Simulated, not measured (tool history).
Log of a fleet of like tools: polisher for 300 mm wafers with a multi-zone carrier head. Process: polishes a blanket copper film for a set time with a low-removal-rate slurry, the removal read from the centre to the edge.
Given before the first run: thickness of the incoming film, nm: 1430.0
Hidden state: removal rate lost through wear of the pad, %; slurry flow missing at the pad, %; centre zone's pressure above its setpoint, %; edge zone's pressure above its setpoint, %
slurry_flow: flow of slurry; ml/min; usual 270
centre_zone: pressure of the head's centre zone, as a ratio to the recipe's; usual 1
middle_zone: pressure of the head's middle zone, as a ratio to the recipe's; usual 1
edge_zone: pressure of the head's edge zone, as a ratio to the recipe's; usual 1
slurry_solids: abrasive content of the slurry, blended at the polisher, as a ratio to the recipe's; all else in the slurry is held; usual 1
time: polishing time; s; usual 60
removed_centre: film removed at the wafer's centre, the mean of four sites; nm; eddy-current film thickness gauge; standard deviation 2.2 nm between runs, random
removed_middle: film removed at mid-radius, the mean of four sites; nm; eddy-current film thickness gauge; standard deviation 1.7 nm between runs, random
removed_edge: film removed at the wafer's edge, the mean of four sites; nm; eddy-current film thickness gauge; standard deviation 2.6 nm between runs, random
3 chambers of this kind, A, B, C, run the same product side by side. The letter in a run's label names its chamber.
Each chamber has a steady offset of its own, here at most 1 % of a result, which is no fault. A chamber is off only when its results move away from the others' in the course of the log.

run   hour  slurry_flow  centre_zone  middle_zone  edge_zone  slurry_solids  time  wafers polished on this pad  hours since the slurry nozzle was cleaned  hours since the centre zone pressure was calibrated  hours since the edge zone pressure was calibrated  removed_centre  removed_middle  removed_edge
 1C   12.9          270            1            1          1              1    60                         1411                                      626.7                                                372.4                                              389.2          174.59          176.59           175
      13.7  -- chamber B: worn pad replaced by a new one
 2A   22.6          270            1            1          1              1    60                          821                                      144.9                                                496.7                                                 49          171.12          178.04        178.33
      23.1  -- chamber C: worn pad replaced by a new one
      30.9  -- chamber A: worn pad replaced by a new one
 3B   36.2          270            1            1          1              1    60                          287                                       40.3                                                200.3                                              644.8          174.64          177.58        177.38
 4C   42.9          270            1            1          1              1    60                          252                                      656.7                                                402.4                                              419.2          177.78          177.46        174.09
      49.5  -- chamber C: edge zone pressure recalibrated
 5A   51.3          270            1            1          1              1    60                          260                                      173.6                                                525.4                                               77.7           175.2           180.8        180.59
 6B   60.5          270            1            1          1              1    60                          595                                       64.6                                                224.6                                              669.1          179.13             180        176.98
 7A     73          270            1            1          1              1    60                          535                                      195.3                                                547.1                                               99.4          173.46          181.06         178.3
 8B   79.4          215            1            1          1              1    60                          835                                       83.5                                                243.5                                                688          170.14          172.57        169.69
 9C   89.4          215            1            1          1              1    60                          843                                      703.2                                                448.9                                               39.9          171.97          173.01        172.43
      90.5  -- chamber B: worn pad replaced by a new one
10B   99.2          215            1            1          1              1    60                          110                                      103.3                                                263.3                                              707.8          175.27          173.59        172.06
     100.8  -- chamber A: worn pad replaced by a new one
11A    111          270            1            1          1              1    60                          130                                      233.3                                                585.1                                              137.4           176.9           179.4        173.64
     117.6  -- chamber A: centre zone pressure recalibrated
12C  123.7          270            1            1          1              1    60                         1278                                      737.5                                                483.2                                               74.2          178.19          178.77        179.07
     129.9  -- chamber C: worn pad replaced by a new one
13B  135.6          270            1            1          1              1    60                          573                                      139.7                                                299.7                                              744.2          183.13          175.61        173.54
14A  149.2          270            1            1          1              1    60                          615                                      271.5                                                 31.7                                              175.6          175.75          180.41        181.23
       155  -- chamber B: worn pad replaced by a new one
15C  159.4          270            1            1          1              1    60                          375                                      773.2                                                518.9                                              109.9          176.99          175.94        176.82
16A  171.8          270            1            1          1              1    60                          902                                      294.1                                                 54.3                                              198.2          177.94           179.4        177.07
     176.7  -- chamber A: worn pad replaced by a new one
     183.2  -- chamber B: slurry nozzle cleaned
17B  185.4          270            1            1          1              1    60                          386                                        2.2                                                349.5                                                794          175.97          177.17         180.4
18C  196.5          180            1            1          1              1    60                          846                                      810.3                                                  556                                                147          166.96          170.38        167.34
19C  203.7          180            1            1          1              1    60                          938                                      817.5                                                563.2                                              154.2          167.99          167.47        164.52
20A  213.1          180            1            1          1              1    60                          463                                      335.4                                                 95.6                                              239.5          164.73          167.16        168.38
     218.4  -- chamber B: worn pad replaced by a new one
21B  222.7          270            1            1          1              1    60                           55                                       39.5                                                386.8                                              831.3          179.72          175.46         174.2
22A  236.6          270            1            1          1              1    60                          762                                      358.9                                                119.1                                                263          176.83          179.22        182.55
     241.5  -- chamber A: worn pad replaced by a new one
     242.6  -- chamber C: slurry nozzle cleaned
     244.8  -- chamber C: worn pad replaced by a new one
23B  245.3          270            1            1          1              1    60                          342                                       62.1                                                409.4                                              853.9           177.9          178.11        176.12
24C    252          270            1            1          1              1    60                           91                                        9.4                                                611.5                                              202.5          178.78          178.74        174.61
25C  266.3          270         1.09            1          1              1    60                          273                                       23.7                                                625.8                                              216.8          193.85          176.01        172.61
26A  274.3          270         1.09            1          1              1    60                          417                                      396.6                                                156.8                                              300.7          192.22          176.22        181.46
27B  288.9          270         1.09            1          1              1    60                          896                                      105.7                                                  453                                              897.5           193.2          177.13         175.1
     294.2  -- chamber B: worn pad replaced by a new one
28A  300.4          270            1            1          1              1    60                          749                                      422.7                                                182.9                                              326.8          174.76          177.49        172.41
     306.2  -- chamber A: worn pad replaced by a new one
29B  307.9          270            1            1          1              1    60                          174                                      124.7                                                  472                                              916.5          178.74          179.64        176.96
30C  318.4          270            1            1          1              1    60                          934                                       75.8                                                677.9                                              268.9          174.99          177.15        177.48
31C  329.3          270            1            1          1              1    60                         1073                                       86.7                                                688.8                                              279.8          175.67          176.01        177.25
32B  338.8          270            1            1          1              1    60                          567                                      155.6                                                502.9                                              947.4          179.32          176.84        178.43
33A  353.2          270            1            1          1              1    60                          598                                      475.5                                                235.7                                              379.6           176.3          178.41        177.98

Is one chamber off against the others, does the gauge drift, or is nothing wrong? If a chamber is off, say which, and what the likeliest cause is.

Nothing is wrong: each chamber keeps only its own small, steady offset and the gauge holds still.

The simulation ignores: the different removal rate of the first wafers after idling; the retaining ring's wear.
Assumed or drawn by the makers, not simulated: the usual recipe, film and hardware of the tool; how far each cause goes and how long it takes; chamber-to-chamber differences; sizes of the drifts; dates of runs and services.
